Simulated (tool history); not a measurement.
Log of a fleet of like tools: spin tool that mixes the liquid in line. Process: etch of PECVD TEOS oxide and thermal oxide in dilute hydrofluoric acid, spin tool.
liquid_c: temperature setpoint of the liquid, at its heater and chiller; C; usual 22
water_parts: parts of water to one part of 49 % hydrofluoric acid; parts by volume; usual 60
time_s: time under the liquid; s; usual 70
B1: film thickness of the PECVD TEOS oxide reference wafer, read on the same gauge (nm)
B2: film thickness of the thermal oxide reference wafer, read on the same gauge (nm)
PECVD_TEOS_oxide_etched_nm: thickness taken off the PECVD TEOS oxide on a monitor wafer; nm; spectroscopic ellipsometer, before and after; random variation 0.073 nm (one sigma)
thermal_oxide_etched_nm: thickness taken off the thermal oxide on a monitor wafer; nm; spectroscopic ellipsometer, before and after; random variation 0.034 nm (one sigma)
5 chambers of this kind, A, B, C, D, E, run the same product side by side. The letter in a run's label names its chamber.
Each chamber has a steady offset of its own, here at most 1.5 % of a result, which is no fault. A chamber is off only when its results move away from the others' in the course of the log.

run 1E day=0.292 | liquid_c=22 water_parts=60 time_s=70 | B1=50.004 B2=50.016 | PECVD_TEOS_oxide_etched_nm=12.942 thermal_oxide_etched_nm=5.617
run 2B day=0.675 | liquid_c=22 water_parts=60 time_s=70 | B1=49.979 B2=49.977 | PECVD_TEOS_oxide_etched_nm=12.84 thermal_oxide_etched_nm=5.5404
run 3A day=1.217 | liquid_c=22 water_parts=60 time_s=70 | B1=50.059 B2=49.98 | PECVD_TEOS_oxide_etched_nm=12.655 thermal_oxide_etched_nm=5.5437
run 4C day=1.712 | liquid_c=22 water_parts=60 time_s=70 | B1=49.984 B2=49.985 | PECVD_TEOS_oxide_etched_nm=12.961 thermal_oxide_etched_nm=5.5654
run 5D day=2.242 | liquid_c=22 water_parts=60 time_s=70 | B1=50.006 B2=49.967 | PECVD_TEOS_oxide_etched_nm=12.915 thermal_oxide_etched_nm=5.626
run 6D day=2.9 | liquid_c=22 water_parts=60 time_s=70 | B1=50.034 B2=49.991 | PECVD_TEOS_oxide_etched_nm=12.934 thermal_oxide_etched_nm=5.6123
run 7C day=3.554 | liquid_c=22 water_parts=60 time_s=70 | B1=50.014 B2=50.014 | PECVD_TEOS_oxide_etched_nm=12.817 thermal_oxide_etched_nm=5.5279
run 8B day=4.208 | liquid_c=22 water_parts=60 time_s=70 | B1=50.011 B2=50.025 | PECVD_TEOS_oxide_etched_nm=12.882 thermal_oxide_etched_nm=5.589
run 9E day=4.754 | liquid_c=22 water_parts=60 time_s=50 | B1=49.98 B2=49.981 | PECVD_TEOS_oxide_etched_nm=9.304 thermal_oxide_etched_nm=3.9999
run 10A day=5.179 | liquid_c=22 water_parts=60 time_s=50 | B1=50.005 B2=50.004 | PECVD_TEOS_oxide_etched_nm=9.1682 thermal_oxide_etched_nm=3.9605
run 11A day=5.742 | liquid_c=22 water_parts=60 time_s=50 | B1=50.007 B2=49.996 | PECVD_TEOS_oxide_etched_nm=9.1365 thermal_oxide_etched_nm=3.9668
run 12D day=6.033 | liquid_c=22 water_parts=60 time_s=50 | B1=50 B2=49.984 | PECVD_TEOS_oxide_etched_nm=9.1604 thermal_oxide_etched_nm=4.0395
run 13C day=6.7 | liquid_c=22 water_parts=60 time_s=50 | B1=50.007 B2=50.004 | PECVD_TEOS_oxide_etched_nm=9.2327 thermal_oxide_etched_nm=3.9925
run 14E day=7.233 | liquid_c=22 water_parts=60 time_s=105 | B1=49.987 B2=49.994 | PECVD_TEOS_oxide_etched_nm=19.635 thermal_oxide_etched_nm=8.4203
run 15B day=7.604 | liquid_c=22 water_parts=60 time_s=105 | B1=50.015 B2=49.985 | PECVD_TEOS_oxide_etched_nm=19.468 thermal_oxide_etched_nm=8.3905
run 16B day=8.125 | liquid_c=22 water_parts=60 time_s=105 | B1=50.037 B2=50.009 | PECVD_TEOS_oxide_etched_nm=19.428 thermal_oxide_etched_nm=8.3621
run 17A day=8.658 | liquid_c=22 water_parts=60 time_s=105 | B1=49.999 B2=49.986 | PECVD_TEOS_oxide_etched_nm=19.258 thermal_oxide_etched_nm=8.3306
run 18C day=9.288 | liquid_c=22 water_parts=60 time_s=105 | B1=49.987 B2=50.026 | PECVD_TEOS_oxide_etched_nm=19.466 thermal_oxide_etched_nm=8.2671
run 19E day=9.612 | liquid_c=22 water_parts=60 time_s=70 | B1=49.996 B2=50.009 | PECVD_TEOS_oxide_etched_nm=12.972 thermal_oxide_etched_nm=5.5883
run 20D day=9.938 | liquid_c=22 water_parts=60 time_s=70 | B1=50.033 B2=50.014 | PECVD_TEOS_oxide_etched_nm=12.92 thermal_oxide_etched_nm=5.6604
run 21D day=10.412 | liquid_c=22 water_parts=60 time_s=70 | B1=49.963 B2=49.98 | PECVD_TEOS_oxide_etched_nm=12.895 thermal_oxide_etched_nm=5.6376
run 22B day=10.854 | liquid_c=22 water_parts=60 time_s=70 | B1=49.989 B2=49.993 | PECVD_TEOS_oxide_etched_nm=12.99 thermal_oxide_etched_nm=5.5905
run 23E day=11.258 | liquid_c=22 water_parts=85 time_s=40 | B1=50.036 B2=50.014 | PECVD_TEOS_oxide_etched_nm=5.0619 thermal_oxide_etched_nm=2.1889
run 24A day=11.696 | liquid_c=22 water_parts=85 time_s=40 | B1=50.024 B2=49.961 | PECVD_TEOS_oxide_etched_nm=5.024 thermal_oxide_etched_nm=2.1751
run 25C day=12.079 | liquid_c=22 water_parts=85 time_s=40 | B1=49.978 B2=49.987 | PECVD_TEOS_oxide_etched_nm=5.0149 thermal_oxide_etched_nm=2.17
run 26D day=12.567 | liquid_c=22 water_parts=85 time_s=40 | B1=50.042 B2=50.019 | PECVD_TEOS_oxide_etched_nm=5.0116 thermal_oxide_etched_nm=2.2057
run 27E day=13.029 | liquid_c=22 water_parts=85 time_s=40 | B1=50.008 B2=49.986 | PECVD_TEOS_oxide_etched_nm=5.0171 thermal_oxide_etched_nm=2.1988
run 28C day=13.425 | liquid_c=22 water_parts=60 time_s=70 | B1=50.004 B2=49.987 | PECVD_TEOS_oxide_etched_nm=12.879 thermal_oxide_etched_nm=5.4917
run 29B day=13.904 | liquid_c=22 water_parts=60 time_s=70 | B1=49.998 B2=49.99 | PECVD_TEOS_oxide_etched_nm=12.918 thermal_oxide_etched_nm=5.5147
run 30A day=14.379 | liquid_c=22 water_parts=60 time_s=70 | B1=50.01 B2=49.998 | PECVD_TEOS_oxide_etched_nm=12.774 thermal_oxide_etched_nm=5.5898
run 31B day=14.712 | liquid_c=22 water_parts=60 time_s=70 | B1=50.003 B2=50 | PECVD_TEOS_oxide_etched_nm=12.939 thermal_oxide_etched_nm=5.5876
run 32E day=15.112 | liquid_c=22 water_parts=60 time_s=70 | B1=50 B2=50.023 | PECVD_TEOS_oxide_etched_nm=12.952 thermal_oxide_etched_nm=5.6054
run 33A day=15.729 | liquid_c=22 water_parts=60 time_s=70 | B1=50.018 B2=49.994 | PECVD_TEOS_oxide_etched_nm=12.827 thermal_oxide_etched_nm=5.5525

What goes on in this fleet: one chamber off, a drifting gauge, or nothing beyond the chambers' own small offsets? Name the chamber and the cause, if any.

No chamber stands off beyond its own small offset, and the gauge holds steady.
